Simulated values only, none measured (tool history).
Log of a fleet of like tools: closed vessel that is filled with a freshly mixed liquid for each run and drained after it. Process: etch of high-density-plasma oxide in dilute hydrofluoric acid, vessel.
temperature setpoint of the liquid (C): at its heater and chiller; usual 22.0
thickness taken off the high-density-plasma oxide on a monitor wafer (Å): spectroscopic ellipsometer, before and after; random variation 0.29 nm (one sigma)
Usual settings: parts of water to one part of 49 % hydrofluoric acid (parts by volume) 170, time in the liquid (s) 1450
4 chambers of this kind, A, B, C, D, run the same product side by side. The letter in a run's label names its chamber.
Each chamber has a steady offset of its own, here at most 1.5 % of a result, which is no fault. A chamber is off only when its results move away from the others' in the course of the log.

run   hour  temperature setpoint of the liquid (C)  parts of water to one part of 49 % hydrofluoric acid (parts by volume)  time in the liquid (s)  read-back film thickness of the high-density-plasma oxide reference wafer, read on the same gauge (nm)  thickness taken off the high-density-plasma oxide on a monitor wafer (Å)
 1C   11.9                                    22.0                                                                     170                    1450                                                                                                  59.997                                                                    376.53
 2B   25.4                                    22.0                                                                     170                    1450                                                                                                  60.000                                                                    372.65
 3A   36.2                                    22.0                                                                     170                    1450                                                                                                  59.992                                                                    366.85
 4D   49.8                                    22.0                                                                     170                    1450                                                                                                  59.997                                                                    379.96
 5C   60.8                                    22.0                                                                     170                    1450                                                                                                  60.008                                                                    378.82
 6D   74.7                                    22.0                                                                     170                    1450                                                                                                  59.987                                                                    374.84
 7B   82.5                                    22.0                                                                     170                    1450                                                                                                  60.018                                                                    374.75
 8A   90.8                                    22.0                                                                     170                    1450                                                                                                  59.978                                                                    366.83
 9B  100.7                                    19.5                                                                     215                    1450                                                                                                  59.995                                                                    254.99
10C  107.9                                    19.5                                                                     215                    1450                                                                                                  59.999                                                                    253.36
11A  118.9                                    19.5                                                                     215                    1450                                                                                                  60.008                                                                    253.74
     124.0  -- chamber D: thermometer replaced
12D  130.0                                    19.5                                                                     215                    1450                                                                                                  60.020                                                                    261.88
13C  138.6                                    22.0                                                                     170                     915                                                                                                  60.007                                                                    234.51
14B  152.2                                    22.0                                                                     170                     915                                                                                                  59.999                                                                    235.68
15A  166.1                                    22.0                                                                     170                     915                                                                                                  59.983                                                                    234.58
16D  177.9                                    22.0                                                                     170                     915                                                                                                  60.009                                                                    243.50
17C  191.1                                    22.0                                                                     170                    1450                                                                                                  60.000                                                                    369.61
18A  204.6                                    22.0                                                                     170                    1450                                                                                                  60.001                                                                    372.25
19D  213.6                                    22.0                                                                     170                    1450                                                                                                  59.990                                                                    388.07
20B  222.6                                    22.0                                                                     170                    1450                                                                                                  59.976                                                                    374.52
     224.1  -- chamber C: hydrofluoric acid flow meter replaced
21C  229.0                                    22.0                                                                     170                    1450                                                                                                  60.009                                                                    372.48
22D  238.9                                    22.0                                                                     170                    1450                                                                                                  60.025                                                                    393.59
23B  246.1                                    22.0                                                                     170                    1450                                                                                                  60.021                                                                    366.79
24A  256.6                                    22.0                                                                     170                    1450                                                                                                  60.011                                                                    368.87
25C  269.6                                    26.5                                                                     255                    1450                                                                                                  60.006                                                                    267.39
26A  283.1                                    26.5                                                                     255                    1450                                                                                                  60.008                                                                    260.97
27B  292.7                                    26.5                                                                     255                    1450                                                                                                  59.994                                                                    269.72
28D  303.2                                    26.5                                                                     255                    1450                                                                                                  60.003                                                                    287.07
29D  317.1                                    22.0                                                                     170                    1450                                                                                                  59.994                                                                    407.15
30C  323.5                                    22.0                                                                     170                    1450                                                                                                  60.003                                                                    370.79
31B  329.6                                    22.0                                                                     170                    1450                                                                                                  60.007                                                                    371.02
32A  338.4                                    22.0                                                                     170                    1450                                                                                                  60.013                                                                    375.05
33D  349.6                                    22.0                                                                     170                    1450                                                                                                  60.007                                                                    408.78
34A  361.4                                    22.0                                                                     170                    1450                                                                                                  59.991                                                                    369.11
35C  374.8                                    22.0                                                                     170                    1450                                                                                                  60.010                                                                    371.73

All 4 chambers run these settings next. Forecast each chamber's results:
36A  384.8                                    25.0                                                                     170                    1450                                                                                                                                                                                 ?
36B  384.8                                    25.0                                                                     170                    1450                                                                                                                                                                                 ?
36C  384.8                                    25.0                                                                     170                    1450                                                                                                                                                                                 ?
36D  384.8                                    25.0                                                                     170                    1450                                                                                                                                                                                 ?

run  thickness taken off the high-density-plasma oxide on a monitor wafer (Å)
36A                                                                    412.98
36B                                                                    419.90
36C                                                                    415.29
36D                                                                    459.79

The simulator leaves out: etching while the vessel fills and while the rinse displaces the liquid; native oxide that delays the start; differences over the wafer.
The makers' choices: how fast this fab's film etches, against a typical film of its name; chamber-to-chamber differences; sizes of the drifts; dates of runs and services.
